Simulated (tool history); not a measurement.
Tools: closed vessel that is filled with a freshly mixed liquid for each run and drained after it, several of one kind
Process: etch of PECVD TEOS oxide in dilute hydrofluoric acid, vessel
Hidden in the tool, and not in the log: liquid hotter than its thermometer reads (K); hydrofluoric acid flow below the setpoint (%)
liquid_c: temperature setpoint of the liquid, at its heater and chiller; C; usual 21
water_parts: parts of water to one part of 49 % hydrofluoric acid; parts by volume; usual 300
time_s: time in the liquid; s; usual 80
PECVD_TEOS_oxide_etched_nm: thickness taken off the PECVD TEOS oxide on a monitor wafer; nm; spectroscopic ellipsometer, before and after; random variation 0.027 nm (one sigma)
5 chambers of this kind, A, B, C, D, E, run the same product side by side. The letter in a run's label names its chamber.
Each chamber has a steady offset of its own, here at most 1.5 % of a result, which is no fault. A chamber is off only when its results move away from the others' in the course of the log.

run   hour  liquid_c  water_parts  time_s  hours since the thermometer was replaced  hours since the hydrofluoric acid flow meter was replaced  read-back film thickness of the PECVD TEOS oxide reference wafer, read on the same gauge (nm)  PECVD_TEOS_oxide_etched_nm
 1B    4.7        21          300      80                                     220.7                                                        470                                                                                         60.006                      4.8578
 2C   13.8        21          300      80                                      56.4                                                     2143.4                                                                                         59.983                      4.7668
 3E   21.4        21          300      80                                      94.8                                                      867.2                                                                                         59.996                      4.8206
 4D   25.7        21          300      80                                      64.8                                                      168.6                                                                                         59.981                      4.8012
 5A   30.1        21          300      80                                     833.4                                                     1321.8                                                                                         60.003                      4.7645
 6C   38.8        21          300      80                                      81.4                                                     2168.4                                                                                         59.997                      4.7359
 7E   43.7        25          165      80                                     117.1                                                      889.5                                                                                         59.985                      11.307
 8D   51.1        25          165      80                                      90.2                                                        194                                                                                         60.002                      11.663
 9A   55.9        25          165      80                                     859.2                                                     1347.6                                                                                         59.995                      11.509
10B   64.6        25          165      80                                     280.6                                                      529.9                                                                                         59.979                      11.831
11C   73.1        25          165      80                                     115.7                                                     2202.7                                                                                         60.022                      11.704
12A   77.8        21          300      80                                     881.1                                                     1369.5                                                                                         59.995                      4.8128
13B   82.7        21          300      80                                     298.7                                                        548                                                                                         60.023                      4.8609
14D   90.1        19          300     125                                     129.2                                                        233                                                                                         59.995                      7.0174
15E   96.6        19          300     125                                       170                                                      942.4                                                                                         60.022                      6.8538
16D  105.6        19          300     125                                     144.7                                                      248.5                                                                                         59.965                      6.9287
17B  109.7        19          300     125                                     325.7                                                        575                                                                                         60.012                      7.0468
18C  115.1        19          300     125                                     157.7                                                     2244.7                                                                                          59.99                      6.9865
19E  121.8        21          235      80                                     195.2                                                      967.6                                                                                         59.999                      6.3011
20A  129.6        21          235      80                                     932.9                                                     1421.3                                                                                         59.975                      6.5356
21C  138.2        21          235      80                                     180.8                                                     2267.8                                                                                         59.979                       6.619
22A  145.7        21          235      80                                       949                                                     1437.4                                                                                         60.001                      6.4945
23D  149.8        21          235      80                                     188.9                                                      292.7                                                                                         60.001                      6.5001
24E  156.4        21          300      80                                     229.8                                                     1002.2                                                                                         60.018                      4.6248
     156.7  -- chamber B: hydrofluoric acid flow meter replaced
25B  161.2        21          300      80                                     377.2                                                        4.6                                                                                         60.015                      4.8693
26E  168.3        21          300      80                                     241.7                                                     1014.1                                                                                         60.038                      4.6277
27D  174.3        21          345      80                                     213.4                                                      317.2                                                                                         59.996                      3.9671
     176.1  -- chamber A: hydrofluoric acid flow meter replaced
28A  179.6        21          345      80                                     982.9                                                        3.6                                                                                         59.953                      4.0025
29C  188.6        21          345      80                                     231.2                                                     2318.2                                                                                         60.007                      3.9703
30B  196.8        21          345      80                                     412.8                                                       40.2                                                                                         59.978                      4.0682
31E  203.3        21          345      80                                     276.7                                                     1049.1                                                                                         60.021                      3.8011
32A  211.5        21          300      80                                    1014.8                                                       35.5                                                                                         60.001                      4.8168
33C  216.2        21          300      30                                     258.8                                                     2345.8                                                                                         59.982                      1.8006
34B  224.4        21          300      30                                     440.4                                                       67.8                                                                                         60.017                        1.83
35D  232.6        21          300      30                                     271.7                                                      375.5                                                                                         60.035                        1.79
36E  239.7        21          300      30                                     313.1                                                     1085.5                                                                                         60.009                       1.699
37A  246.8        21          300      30                                    1050.1                                                       70.8                                                                                         60.028                      1.7948

All 5 chambers run these settings next. Forecast each chamber's results:
38A  253.3        21          155      80                                                                                                                                                                                                                               ?
38B  253.3        21          155      80                                                                                                                                                                                                                               ?
38C  253.3        21          155      80                                                                                                                                                                                                                               ?
38D  253.3        21          155      80                                                                                                                                                                                                                               ?
38E  253.3        21          155      80                                                                                                                                                                                                                               ?

run  PECVD_TEOS_oxide_etched_nm
38A                      10.603
38B                      10.921
38C                      10.854
38D                      10.845
38E                      9.9931

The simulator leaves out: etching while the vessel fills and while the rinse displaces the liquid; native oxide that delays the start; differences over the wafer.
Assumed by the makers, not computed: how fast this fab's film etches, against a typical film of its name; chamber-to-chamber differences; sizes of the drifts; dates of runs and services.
